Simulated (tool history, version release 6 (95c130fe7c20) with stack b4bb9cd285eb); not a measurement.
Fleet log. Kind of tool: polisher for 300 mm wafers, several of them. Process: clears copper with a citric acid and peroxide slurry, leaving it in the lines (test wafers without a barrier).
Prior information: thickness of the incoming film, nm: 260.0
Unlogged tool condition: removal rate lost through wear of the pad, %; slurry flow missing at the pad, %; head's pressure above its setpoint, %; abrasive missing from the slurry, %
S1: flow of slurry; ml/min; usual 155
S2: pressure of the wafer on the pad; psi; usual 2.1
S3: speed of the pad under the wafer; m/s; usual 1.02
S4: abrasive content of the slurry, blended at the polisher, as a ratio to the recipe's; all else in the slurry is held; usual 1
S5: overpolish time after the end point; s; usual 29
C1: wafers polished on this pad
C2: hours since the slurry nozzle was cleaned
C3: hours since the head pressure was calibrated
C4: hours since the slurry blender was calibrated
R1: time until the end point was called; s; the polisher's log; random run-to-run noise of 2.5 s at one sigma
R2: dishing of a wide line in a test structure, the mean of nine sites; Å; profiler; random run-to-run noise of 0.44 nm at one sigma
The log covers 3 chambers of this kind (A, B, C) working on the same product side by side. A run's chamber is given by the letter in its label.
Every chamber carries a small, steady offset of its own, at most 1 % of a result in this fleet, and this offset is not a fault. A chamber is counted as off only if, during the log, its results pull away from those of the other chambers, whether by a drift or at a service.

At hour 6: chamber B: worn pad replaced by a new one.
Run 1A, hour 6.3: usual settings; C1 212; C2 89.9; C3 10.9; C4 33.1. Result: R1 134.39 s, R2 377.24 Å.
Run 2B, hour 14.3: usual settings; C1 64; C2 542.4; C3 906; C4 39.4. Result: R1 139.13 s, R2 373.79 Å.
Run 3C, hour 19.3: usual settings; C1 279; C2 603.8; C3 824.7; C4 69.3. Result: R1 137.96 s, R2 386.29 Å.
Run 4C, hour 25.3: usual settings; C1 326; C2 609.8; C3 830.7; C4 75.3. Result: R1 142.15 s, R2 377.15 Å.
Run 5B, hour 30.1: usual settings; C1 186; C2 558.2; C3 921.8; C4 55.2. Result: R1 136.26 s, R2 377.88 Å.
Run 6A, hour 37.6: usual settings; C1 454; C2 121.2; C3 42.2; C4 64.4. Result: R1 140.44 s, R2 372.8 Å.
Run 7C, hour 43.3: usual settings; C1 465; C2 627.8; C3 848.7; C4 93.3. Result: R1 142.06 s, R2 380.08 Å.
Run 8B, hour 48.4: usual settings; C1 328; C2 576.5; C3 940.1; C4 73.5. Result: R1 137.14 s, R2 385.98 Å.
Run 9A, hour 52.4: usual settings; C1 569; C2 136; C3 57; C4 79.2. Result: R1 138.12 s, R2 371.09 Å.
Run 10C, hour 57.3: usual settings; C1 573; C2 641.8; C3 862.7; C4 107.3. Result: R1 140.58 s, R2 383.23 Å.
Run 11B, hour 65.1: usual settings; C1 457; C2 593.2; C3 956.8; C4 90.2. Result: R1 139.84 s, R2 376.98 Å.
Run 12A, hour 70.9: usual settings but S2 2.7 psi; C1 712; C2 154.5; C3 75.5; C4 97.7. Result: R1 108.22 s, R2 466.45 Å.
At hour 71.5: chamber C: slurry nozzle cleaned.
Run 13B, hour 77.1: usual settings but S2 2.7 psi; C1 550; C2 605.2; C3 968.8; C4 102.2. Result: R1 111.37 s, R2 470.73 Å.
Run 14C, hour 80.6: usual settings but S2 2.7 psi; C1 753; C2 9.2; C3 886; C4 130.6. Result: R1 109.49 s, R2 491.44 Å.
Run 15A, hour 85.1: usual settings; C1 822; C2 168.7; C3 89.7; C4 111.9. Result: R1 137.77 s, R2 380.89 Å.
At hour 90.7: chamber B: slurry nozzle cleaned.
Run 16C, hour 90.8: usual settings; C1 832; C2 19.4; C3 896.2; C4 140.8. Result: R1 140.81 s, R2 383.92 Å.
At hour 94.6: chamber A: slurry blender recalibrated.
Run 17B, hour 97.2: usual settings; C1 705; C2 6.6; C3 988.9; C4 122.3. Result: R1 140.3 s, R2 384.46 Å.
Run 18A, hour 103.3: usual settings; C1 962; C2 186.9; C3 107.9; C4 8.8. Result: R1 138.85 s, R2 375.02 Å.
At hour 110.2: chamber A: worn pad replaced by a new one.
Run 19C, hour 110.5: usual settings; C1 985; C2 39.1; C3 915.9; C4 160.5. Result: R1 140.44 s, R2 382.79 Å.
Run 20A, hour 114.2: usual settings; C1 31; C2 197.8; C3 118.8; C4 19.7. Result: R1 139.67 s, R2 380.4 Å.
Run 21B, hour 118.6: usual settings; C1 871; C2 28; C3 1010.3; C4 143.7. Result: R1 137.77 s, R2 385.3 Å.
At hour 119.9: chamber B: worn pad replaced by a new one.
Run 22A, hour 123.9: usual settings; C1 106; C2 207.5; C3 128.5; C4 29.4. Result: R1 138.28 s, R2 378.33 Å.
Run 23B, hour 128.4: usual settings; C1 65; C2 37.8; C3 1020.1; C4 153.5. Result: R1 137.26 s, R2 381.35 Å.
Run 24C, hour 132.7: usual settings; C1 1156; C2 61.3; C3 938.1; C4 182.7. Result: R1 136.64 s, R2 386.35 Å.
At hour 133.2: chamber C: worn pad replaced by a new one.
Run 25A, hour 139.4: usual settings; C1 226; C2 223; C3 144; C4 44.9. Result: R1 139.5 s, R2 376.33 Å.
Run 26B, hour 145.4: usual settings; C1 197; C2 54.8; C3 1037.1; C4 170.5. Result: R1 136.75 s, R2 375.03 Å.
Run 27C, hour 150.8: usual settings; C1 136; C2 79.4; C3 956.2; C4 200.8. Result: R1 138.55 s, R2 378.09 Å.
Run 28B, hour 155.4: usual settings but S2 1.5 psi; C1 274; C2 64.8; C3 1047.1; C4 180.5. Result: R1 188.05 s, R2 281.11 Å.
Run 29A, hour 159.7: usual settings but S2 1.5 psi; C1 383; C2 243.3; C3 164.3; C4 65.2. Result: R1 197.42 s, R2 273.63 Å.
Run 30C, hour 164.7: usual settings but S2 1.5 psi; C1 243; C2 93.3; C3 970.1; C4 214.7. Result: R1 190.46 s, R2 280.35 Å.
Run 31C, hour 172: usual settings; C1 300; C2 100.6; C3 977.4; C4 222. Result: R1 140.7 s, R2 387.69 Å.
Run 32A, hour 176: usual settings; C1 509; C2 259.6; C3 180.6; C4 81.5. Result: R1 138.21 s, R2 375.02 Å.
Run 33B, hour 182.6: usual settings; C1 485; C2 92; C3 1074.3; C4 207.7. Result: R1 137.01 s, R2 376.92 Å.
At hour 186: chamber C: head pressure recalibrated.
Run 34A, hour 189.5: usual settings; C1 613; C2 273.1; C3 194.1; C4 95. Result: R1 142.6 s, R2 375.32 Å.
At hour 190.8: chamber A: slurry blender recalibrated.
Run 35C, hour 195.2: usual settings but S2 1.6 psi; C1 479; C2 123.8; C3 9.2; C4 245.2. Result: R1 178.23 s, R2 293.59 Å.
Run 36B, hour 200.1: usual settings but S2 1.6 psi; C1 620; C2 109.5; C3 1091.8; C4 225.2. Result: R1 179.09 s, R2 297.28 Å.
Run 37C, hour 207: usual settings but S2 1.6 psi; C1 570; C2 135.6; C3 21; C4 257. Result: R1 181.79 s, R2 296.95 Å.
Run 38A, hour 212: usual settings; C1 787; C2 295.6; C3 216.6; C4 21.3. Result: R1 138.19 s, R2 377.75 Å.
Run 39B, hour 217.1: usual settings; C1 751; C2 126.5; C3 1108.8; C4 242.2. Result: R1 139.48 s, R2 377.65 Å.
Run 40B, hour 222.7: usual settings; C1 795; C2 132.1; C3 1114.4; C4 247.8. Result: R1 137.5 s, R2 387.07 Å.
At hour 227.2: chamber B: worn pad replaced by a new one.
Run 41A, hour 227.6: usual settings but S5 20 s; C1 908; C2 311.2; C3 232.2; C4 36.9. Result: R1 142.05 s, R2 268.21 Å.
Run 42C, hour 235.3: usual settings but S5 20 s; C1 789; C2 163.9; C3 49.3; C4 285.3. Result: R1 142.72 s, R2 275.9 Å.
Run 43B, hour 241.9: usual settings but S5 20 s; C1 114; C2 151.3; C3 1133.6; C4 267. Result: R1 139.09 s, R2 273.15 Å.
Run 44A, hour 247.8: usual settings; C1 1064; C2 331.4; C3 252.4; C4 57.1. Result: R1 139.9 s, R2 373.36 Å.

Read the log: is a single chamber off, either drifting away or since a service, is the gauge that measures every chamber drifting, or is nothing wrong beyond small per-chamber offsets? Name any odd chamber and what most likely caused it.

The fleet is healthy, with each chamber sitting at its usual small offset and no drift in the gauge.
